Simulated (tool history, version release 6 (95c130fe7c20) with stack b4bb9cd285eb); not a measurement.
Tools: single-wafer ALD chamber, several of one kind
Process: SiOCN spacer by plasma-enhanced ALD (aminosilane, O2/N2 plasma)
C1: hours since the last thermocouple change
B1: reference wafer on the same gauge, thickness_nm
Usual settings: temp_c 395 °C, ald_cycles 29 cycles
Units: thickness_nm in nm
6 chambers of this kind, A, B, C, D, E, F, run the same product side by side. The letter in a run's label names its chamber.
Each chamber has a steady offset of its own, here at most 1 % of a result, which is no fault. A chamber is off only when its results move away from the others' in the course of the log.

{"run": "1F", "hour": 3.8, "temp_c": 395, "ald_cycles": 29, "C1": 1025.2, "B1": 1.9099, "thickness_nm": 1.7656}
{"run": "2D", "hour": 6.7, "temp_c": 395, "ald_cycles": 29, "C1": 29.0, "B1": 1.9108, "thickness_nm": 1.7551}
{"run": "3B", "hour": 10.5, "temp_c": 395, "ald_cycles": 29, "C1": 673.7, "B1": 1.9097, "thickness_nm": 1.7441}
{"run": "4C", "hour": 15.1, "temp_c": 395, "ald_cycles": 29, "C1": 1299.6, "B1": 1.9113, "thickness_nm": 1.757}
{"run": "5A", "hour": 18.9, "temp_c": 395, "ald_cycles": 29, "C1": 1645.2, "B1": 1.9119, "thickness_nm": 1.7527}
{"run": "6E", "hour": 23.0, "temp_c": 395, "ald_cycles": 29, "C1": 722.3, "B1": 1.9118, "thickness_nm": 1.7576}
{"run": "7E", "hour": 26.7, "temp_c": 395, "ald_cycles": 29, "C1": 726.0, "B1": 1.912, "thickness_nm": 1.7615}
{"run": "8B", "hour": 31.1, "temp_c": 395, "ald_cycles": 29, "C1": 694.3, "B1": 1.9119, "thickness_nm": 1.7461}
{"run": "9A", "hour": 34.9, "temp_c": 395, "ald_cycles": 29, "C1": 1661.2, "B1": 1.9132, "thickness_nm": 1.7541}
{"run": "10C", "hour": 39.6, "temp_c": 395, "ald_cycles": 29, "C1": 1324.1, "B1": 1.9128, "thickness_nm": 1.7608}
{"run": "11D", "hour": 43.3, "temp_c": 404, "ald_cycles": 33, "C1": 65.6, "B1": 1.9128, "thickness_nm": 1.9708}
{"run": "12F", "hour": 47.2, "temp_c": 404, "ald_cycles": 33, "C1": 1068.6, "B1": 1.9134, "thickness_nm": 1.9583}
{"run": "13C", "hour": 49.5, "temp_c": 404, "ald_cycles": 33, "C1": 1334.0, "B1": 1.9135, "thickness_nm": 1.9794}
{"run": "14E", "hour": 53.9, "temp_c": 404, "ald_cycles": 33, "C1": 753.2, "B1": 1.9146, "thickness_nm": 1.9732}
{"run": "15F", "hour": 57.1, "temp_c": 404, "ald_cycles": 33, "C1": 1078.5, "B1": 1.9137, "thickness_nm": 1.966}
{"run": "16B", "hour": 60.4, "temp_c": 404, "ald_cycles": 33, "C1": 723.6, "B1": 1.9137, "thickness_nm": 1.9528}
{"run": "17D", "hour": 63.2, "temp_c": 395, "ald_cycles": 29, "C1": 85.5, "B1": 1.9144, "thickness_nm": 1.7568}
{"run": "18A", "hour": 66.9, "temp_c": 395, "ald_cycles": 29, "C1": 1693.2, "B1": 1.9157, "thickness_nm": 1.7619}
{"run": "19A", "hour": 70.8, "temp_c": 395, "ald_cycles": 29, "C1": 1697.1, "B1": 1.9158, "thickness_nm": 1.7589}
{"run": "20C", "hour": 74.4, "temp_c": 395, "ald_cycles": 29, "C1": 1358.9, "B1": 1.915, "thickness_nm": 1.7646}
{"run": "21E", "hour": 78.8, "temp_c": 390, "ald_cycles": 25, "C1": 778.1, "B1": 1.9161, "thickness_nm": 1.5218}
{"run": "22B", "hour": 81.2, "temp_c": 390, "ald_cycles": 25, "C1": 744.4, "B1": 1.9161, "thickness_nm": 1.5106}
{"run": "23D", "hour": 85.1, "temp_c": 390, "ald_cycles": 25, "C1": 107.4, "B1": 1.9163, "thickness_nm": 1.5132}
{"run": "24F", "hour": 88.4, "temp_c": 390, "ald_cycles": 25, "C1": 1109.8, "B1": 1.9165, "thickness_nm": 1.524}
{"run": "25A", "hour": 90.9, "temp_c": 390, "ald_cycles": 25, "C1": 1717.2, "B1": 1.9163, "thickness_nm": 1.5151}
{"run": "26F", "hour": 95.2, "temp_c": 390, "ald_cycles": 25, "C1": 1116.6, "B1": 1.9174, "thickness_nm": 1.5278}
{"run": "27D", "hour": 97.9, "temp_c": 395, "ald_cycles": 29, "C1": 120.2, "B1": 1.9171, "thickness_nm": 1.7599}
{"run": "28C", "hour": 100.6, "temp_c": 395, "ald_cycles": 29, "C1": 1385.1, "B1": 1.9176, "thickness_nm": 1.7615}
{"run": "29B", "hour": 103.1, "temp_c": 395, "ald_cycles": 29, "C1": 766.3, "B1": 1.9175, "thickness_nm": 1.7509}
{"run": "30E", "hour": 106.2, "temp_c": 395, "ald_cycles": 29, "C1": 805.5, "B1": 1.917, "thickness_nm": 1.7653}
{"run": "31A", "hour": 110.6, "temp_c": 395, "ald_cycles": 29, "C1": 1736.9, "B1": 1.9181, "thickness_nm": 1.7633}
{"run": "32F", "hour": 113.4, "temp_c": 395, "ald_cycles": 29, "C1": 1134.8, "B1": 1.9182, "thickness_nm": 1.7696}
{"run": "33C", "hour": 117.2, "temp_c": 395, "ald_cycles": 29, "C1": 1401.7, "B1": 1.9184, "thickness_nm": 1.7653}
{"run": "34E", "hour": 121.2, "temp_c": 388, "ald_cycles": 34, "C1": 820.5, "B1": 1.9188, "thickness_nm": 2.0692}
{"run": "35B", "hour": 125.2, "temp_c": 388, "ald_cycles": 34, "C1": 788.4, "B1": 1.9194, "thickness_nm": 2.0544}
{"run": "36D", "hour": 127.6, "temp_c": 388, "ald_cycles": 34, "C1": 149.9, "B1": 1.9198, "thickness_nm": 2.067}
{"run": "37C", "hour": 130.2, "temp_c": 388, "ald_cycles": 34, "C1": 1414.7, "B1": 1.9193, "thickness_nm": 2.0697}
{"run": "38B", "hour": 132.5, "temp_c": 388, "ald_cycles": 34, "C1": 795.7, "B1": 1.9202, "thickness_nm": 2.057}
{"run": "39E", "hour": 136.2, "temp_c": 388, "ald_cycles": 34, "C1": 835.5, "B1": 1.9205, "thickness_nm": 2.0689}
{"run": "40A", "hour": 140.7, "temp_c": 395, "ald_cycles": 29, "C1": 1767.0, "B1": 1.9207, "thickness_nm": 1.7671}
{"run": "41F", "hour": 144.2, "temp_c": 395, "ald_cycles": 29, "C1": 1165.6, "B1": 1.9207, "thickness_nm": 1.7711}
{"run": "42D", "hour": 146.7, "temp_c": 395, "ald_cycles": 29, "C1": 169.0, "B1": 1.9209, "thickness_nm": 1.7655}
{"run": "43E", "hour": 148.8, "temp_c": 395, "ald_cycles": 29, "C1": 848.1, "B1": 1.9208, "thickness_nm": 1.7704}
{"run": "44B", "hour": 152.8, "temp_c": 395, "ald_cycles": 29, "C1": 816.0, "B1": 1.9213, "thickness_nm": 1.7582}

What goes on in this fleet: one chamber off, a drifting gauge, or nothing beyond the chambers' own small offsets? Name the chamber and the cause, if any.

The gauge drifts, so all chambers seem to drift together. No chamber is off.
Cause: gauge reads high (%) = 0.609.

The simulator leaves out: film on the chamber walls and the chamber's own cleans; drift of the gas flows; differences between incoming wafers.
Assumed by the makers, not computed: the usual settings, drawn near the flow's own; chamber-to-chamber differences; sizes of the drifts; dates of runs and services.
